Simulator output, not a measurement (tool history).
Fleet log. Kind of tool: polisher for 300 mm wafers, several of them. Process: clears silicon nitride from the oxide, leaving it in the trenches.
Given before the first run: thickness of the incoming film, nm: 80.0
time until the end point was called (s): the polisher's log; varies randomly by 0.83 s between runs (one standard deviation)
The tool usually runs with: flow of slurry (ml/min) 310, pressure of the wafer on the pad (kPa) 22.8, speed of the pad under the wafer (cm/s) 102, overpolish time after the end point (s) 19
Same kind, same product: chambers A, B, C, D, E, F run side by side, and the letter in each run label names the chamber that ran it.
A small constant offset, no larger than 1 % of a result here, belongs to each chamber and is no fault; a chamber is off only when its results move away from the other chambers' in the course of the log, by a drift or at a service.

run	hour	flow of slurry (ml/min)	pressure of the wafer on the pad (kPa)	speed of the pad under the wafer (cm/s)	overpolish time after the end point (s)	wafers polished on this pad	hours since the slurry nozzle was cleaned	hours since the head pressure was calibrated	time until the end point was called (s)
1C	8.5	310	22.8	102	19	944	193.6	527.8	82.790
# hour 15.0: chamber C: worn pad replaced by a new one
2B	15.2	310	22.8	102	19	670	548.2	576.9	83.850
# hour 20.0: chamber A: slurry nozzle cleaned
3E	28.1	310	22.8	102	19	675	273.3	229.8	82.872
# hour 36.4: chamber B: worn pad replaced by a new one
4A	41.5	310	22.8	102	19	1329	21.6	93.9	82.820
# hour 46.5: chamber E: worn pad replaced by a new one
# hour 55.2: chamber F: worn pad replaced by a new one
5F	55.4	310	22.8	102	19	2	352.5	1072.2	84.824
# hour 61.7: chamber F: slurry nozzle cleaned
6D	62.2	310	22.8	102	19	1538	282.1	294.8	84.613
# hour 69.0: chamber D: worn pad replaced by a new one
7F	72.5	310	22.8	102	19	203	10.9	1089.3	84.626
8B	79.5	310	22.8	102	19	507	612.5	641.2	82.871
9C	92.7	310	22.8	102	19	915	277.8	612.0	83.070
# hour 94.0: chamber E: head pressure recalibrated
# hour 96.3: chamber C: worn pad replaced by a new one
10D	100.9	310	22.8	102	19	375	320.8	333.5	83.589
# hour 102.4: chamber E: slurry nozzle cleaned
11E	110.2	310	22.8	102	19	749	7.8	16.2	82.413
# hour 112.3: chamber B: worn pad replaced by a new one
12A	117.5	310	22.8	102	19	2223	97.6	169.9	85.879
# hour 125.5: chamber E: worn pad replaced by a new one
13A	126.8	310	22.8	102	19	2333	106.9	179.2	85.333
14D	135.9	310	22.8	102	19	787	355.8	368.5	83.797
# hour 136.3: chamber F: worn pad replaced by a new one
15B	143.8	310	22.8	102	19	371	676.8	705.5	83.491
16C	155.5	310	22.8	102	19	697	340.6	674.8	82.800
# hour 156.9: chamber B: head pressure recalibrated
17F	168.4	310	22.8	102	19	377	106.8	1185.2	84.662
# hour 182.9: chamber C: worn pad replaced by a new one
18E	183.0	310	22.8	102	19	676	80.6	89.0	82.678
# hour 187.2: chamber D: worn pad replaced by a new one
19F	189.6	310	22.8	102	19	627	128.0	1206.4	83.521
# hour 189.9: chamber B: worn pad replaced by a new one
20C	198.3	310	22.8	102	19	181	383.4	717.6	82.215
# hour 204.6: chamber E: worn pad replaced by a new one
21A	212.5	310	22.8	102	19	3341	192.6	264.9	88.903
# hour 220.1: chamber F: worn pad replaced by a new one
22D	226.9	310	22.8	102	19	467	446.8	459.5	83.273
# hour 231.5: chamber B: slurry nozzle cleaned
23E	239.3	310	22.8	102	19	408	136.9	145.3	83.648
24B	248.5	310	22.8	102	19	690	17.0	91.6	83.092
# hour 254.4: chamber D: head pressure recalibrated
# hour 257.3: chamber B: worn pad replaced by a new one
25F	258.6	310	22.8	102	19	453	197.0	1275.4	84.878
# hour 268.2: chamber C: worn pad replaced by a new one
# hour 270.9: chamber E: worn pad replaced by a new one
26E	271.6	310	22.8	102	19	8	169.2	177.6	81.814
27B	280.8	270	22.8	102	19	277	49.3	123.9	85.046
28A	287.2	270	22.8	102	19	4220	267.3	339.6	91.861
29C	293.5	270	22.8	102	19	298	478.6	812.8	84.415
# hour 299.6: chamber F: worn pad replaced by a new one
30D	301.1	270	22.8	102	19	1340	521.0	46.7	85.064
31B	313.4	270	22.8	102	19	661	81.9	156.5	84.899
32E	321.2	270	22.8	102	19	592	218.8	227.2	82.460
# hour 326.7: chamber D: worn pad replaced by a new one
33D	329.0	230	22.8	102	19	28	548.9	74.6	88.052
34C	339.5	230	22.8	102	19	839	524.6	858.8	83.747
# hour 348.9: chamber A: head pressure recalibrated
35F	352.7	230	22.8	102	19	625	291.1	1369.5	86.829
# hour 356.1: chamber C: worn pad replaced by a new one
36A	366.0	230	22.8	102	19	5147	346.1	17.2	96.061
37C	378.5	230	22.8	102	19	263	563.6	897.8	86.169

Decide between three cases: one chamber stands off from its peers, the gauge reading all wafers drifts, or nothing is wrong past each chamber's small offset. Where a chamber is off, say which and what most likely put it there.

Little by little, chamber A moves away from the other chambers.
Cause: removal rate lost through wear of the pad, % = 11.9.

Below are 4 candidate recipes for chamber A's next run, each the usual settings with a change, their results shown as question marks. Which of them brings A's results back in line with what the other chambers give on the usual settings?
In line here means within this much of the mean the other chambers give on the usual settings: time until the end point was called (s) 2.900
38A-1	389.0	310	22.8	114	19				?
38A-2	389.0	310	22.8	130	19				?
38A-3	389.0	305	22.8	80	19				?
38A-4	389.0	310	20.0	102	19				?

Other chambers, usual settings, mean: time until the end point was called (s) 83.545
run	time until the end point was called (s)
38A-1	84.079
38A-2	73.665
38A-3	120.350
38A-4	107.240
38A-1 brings the chamber back in line.

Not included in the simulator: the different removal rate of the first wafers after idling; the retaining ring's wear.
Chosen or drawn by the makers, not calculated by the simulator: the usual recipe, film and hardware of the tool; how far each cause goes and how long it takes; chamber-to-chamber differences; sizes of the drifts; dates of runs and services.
